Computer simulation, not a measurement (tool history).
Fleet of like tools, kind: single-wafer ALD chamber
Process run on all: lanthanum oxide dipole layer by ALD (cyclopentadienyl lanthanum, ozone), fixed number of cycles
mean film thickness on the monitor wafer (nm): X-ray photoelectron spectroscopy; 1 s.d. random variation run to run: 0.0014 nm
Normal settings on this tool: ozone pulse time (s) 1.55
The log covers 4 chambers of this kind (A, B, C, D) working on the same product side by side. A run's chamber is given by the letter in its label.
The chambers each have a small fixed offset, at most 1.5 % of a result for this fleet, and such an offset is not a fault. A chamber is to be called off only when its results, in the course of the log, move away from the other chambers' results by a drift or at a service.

| run | hour | ozone pulse time (s) | hours since the last thermocouple change | hours since the last ozone generator service | read-back reference wafer on the same gauge, thickness_nm | mean film thickness on the monitor wafer (nm) |
|---|---|---|---|---|---|---|
| 1D | 7.8 | 1.55 | 1348.2 | 631.6 | 0.60366 | 0.54536 |
| 2C | 17.2 | 1.55 | 188.4 | 1297.2 | 0.60398 | 0.54918 |
| 3A | 27.8 | 1.55 | 715 | 1237.5 | 0.60401 | 0.55444 |
| 4B | 42.5 | 1.55 | 203.7 | 1305 | 0.60411 | 0.55105 |
| 5A | 52.2 | 1.55 | 739.4 | 1261.9 | 0.60399 | 0.55289 |
| 6D | 64.4 | 1.55 | 1404.8 | 688.2 | 0.60398 | 0.54468 |
| 7B | 78.2 | 1.55 | 239.4 | 1340.7 | 0.60422 | 0.55237 |
| 8C | 86.3 | 1.55 | 257.5 | 1366.3 | 0.60425 | 0.54733 |
| 9C | 99 | 1.55 | 270.2 | 1379 | 0.60402 | 0.54697 |
| 10B | 107.7 | 1.55 | 268.9 | 1370.2 | 0.60424 | 0.55033 |
| 11A | 123.2 | 1.55 | 810.4 | 1332.9 | 0.60416 | 0.55086 |
| 12D | 130.9 | 1.55 | 1471.3 | 754.7 | 0.60422 | 0.54397 |
| 13B | 139.3 | 2.08 | 300.5 | 1401.8 | 0.60435 | 0.56813 |
|  | 150.1 | chamber A: ozone generator serviced |
| 14A | 150.1 | 2.08 | 837.3 | 0.1 | 0.60387 | 0.57067 |
| 15C | 158.8 | 2.08 | 330 | 1438.8 | 0.60368 | 0.56253 |
| 16D | 168.7 | 2.08 | 1509.1 | 792.5 | 0.60392 | 0.56223 |
| 17C | 179.1 | 1.55 | 350.3 | 1459.1 | 0.60377 | 0.54873 |
| 18A | 192.9 | 1.55 | 880.1 | 42.9 | 0.6039 | 0.55091 |
|  | 193 | chamber D: thermocouple changed; heater temperature recalibrated |
| 19B | 200.6 | 1.55 | 361.8 | 1463.1 | 0.60427 | 0.55372 |
| 20D | 209.3 | 1.55 | 16.4 | 833.1 | 0.60459 | 0.54254 |
| 21A | 217.6 | 1.55 | 904.8 | 67.6 | 0.60418 | 0.55185 |
| 22B | 226.7 | 1.55 | 387.9 | 1489.2 | 0.6042 | 0.55411 |
| 23D | 236.3 | 1.55 | 43.4 | 860.1 | 0.60442 | 0.54527 |
| 24C | 250.6 | 1.55 | 421.8 | 1530.6 | 0.60423 | 0.54745 |
| 25C | 264.1 | 1.55 | 435.3 | 1544.1 | 0.60418 | 0.54981 |
| 26D | 274.3 | 1.55 | 81.4 | 898.1 | 0.60381 | 0.54442 |
| 27B | 283.2 | 1.55 | 444.4 | 1545.7 | 0.60381 | 0.55098 |
| 28A | 291.2 | 1.55 | 978.4 | 141.2 | 0.60399 | 0.5514 |
| 29C | 305.4 | 1.55 | 476.6 | 1585.4 | 0.60385 | 0.55016 |

Has any chamber moved away from the others, gradually or after a service, or does the common gauge drift, or do the chambers differ only by their own small steady offsets? State the chamber and the most likely cause if one applies.

No chamber is off and the gauge is stable; the differences are just each chamber's small, constant offset.
